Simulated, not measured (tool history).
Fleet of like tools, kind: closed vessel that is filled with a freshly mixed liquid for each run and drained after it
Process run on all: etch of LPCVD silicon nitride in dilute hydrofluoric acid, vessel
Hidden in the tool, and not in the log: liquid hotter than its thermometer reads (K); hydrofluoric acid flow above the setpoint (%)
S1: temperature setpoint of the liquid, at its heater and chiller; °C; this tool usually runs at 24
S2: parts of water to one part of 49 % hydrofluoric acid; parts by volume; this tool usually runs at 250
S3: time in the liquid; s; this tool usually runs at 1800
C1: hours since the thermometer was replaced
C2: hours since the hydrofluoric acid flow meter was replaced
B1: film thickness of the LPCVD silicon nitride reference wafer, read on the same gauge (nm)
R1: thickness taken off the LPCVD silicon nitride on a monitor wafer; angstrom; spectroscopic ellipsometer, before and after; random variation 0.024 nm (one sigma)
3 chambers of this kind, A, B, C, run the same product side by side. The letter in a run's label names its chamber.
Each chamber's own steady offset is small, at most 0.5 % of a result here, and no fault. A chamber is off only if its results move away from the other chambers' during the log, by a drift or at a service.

run	hour	S1	S2	S3	C1	C2	B1	R1
1B	5.1	24	250	1800	1147.2	68.9	50.003	37.514
2C	9.2	24	250	1800	308.0	1223.0	49.998	37.471
3A	15.0	24	250	1800	583.5	1308.2	49.978	37.477
4C	19.3	24	250	1800	318.1	1233.1	50.023	37.741
5B	25.7	24	250	1800	1167.8	89.5	50.039	37.765
6A	32.1	24	250	1800	600.6	1325.3	50.000	37.461
7C	37.0	24	250	1800	335.8	1250.8	50.020	38.339
8A	41.5	24	250	1800	610.0	1334.7	49.969	37.295
9B	48.5	24	250	1090	1190.6	112.3	50.009	22.625
10C	55.0	24	250	1090	353.8	1268.8	49.981	23.420
11B	62.3	24	250	1090	1204.4	126.1	50.005	22.717
12A	68.7	24	250	1800	637.2	1361.9	50.019	37.573
13B	76.0	21	250	1800	1218.1	139.8	50.009	30.701
14A	81.2	21	250	1800	649.7	1374.4	49.988	31.197
15C	88.0	21	250	1800	386.8	1301.8	50.015	32.275
16B	94.5	24	250	1800	1236.6	158.3	50.011	37.306
17C	100.7	24	250	1800	399.5	1314.5	50.020	39.569
18A	106.1	24	250	1800	674.6	1399.3	50.013	37.325
19A	111.2	24	250	1800	679.7	1404.4	50.022	37.255
20C	116.4	24	205	2325	415.2	1330.2	50.001	63.159
21B	121.4	24	205	2325	1263.5	185.2	50.006	58.883
22C	127.7	24	205	2325	426.5	1341.5	49.988	63.262

What goes on in this fleet: one chamber off, a drifting gauge, or nothing beyond the chambers' own small offsets? Name the chamber and the cause, if any.

Chamber C drifts away from the others.
Most likely cause: hydrofluoric acid flow above the setpoint (%) = 7.94.
Not necessarily distinguishable in this log from: liquid hotter than its thermometer reads (K).

Which of the 4 candidates below, each the usual settings with something changed and its results left as question marks, puts chamber C back in line with what the other chambers give on the usual settings?
Allowed miss from the other chambers' usual-settings mean, per result, to count as in line: R1 0.850 angstrom
23C-1	133.1	24	250	1870				?
23C-2	133.1	24	250	1745				?
23C-3	133.1	24	270	1800				?
23C-4	133.1	24	240	1880				?

What the other chambers average on the usual settings: R1 37.371 angstrom
run	R1
23C-1	41.844
23C-2	39.047
23C-3	37.316
23C-4	43.807
23C-3 brings the chamber back in line.
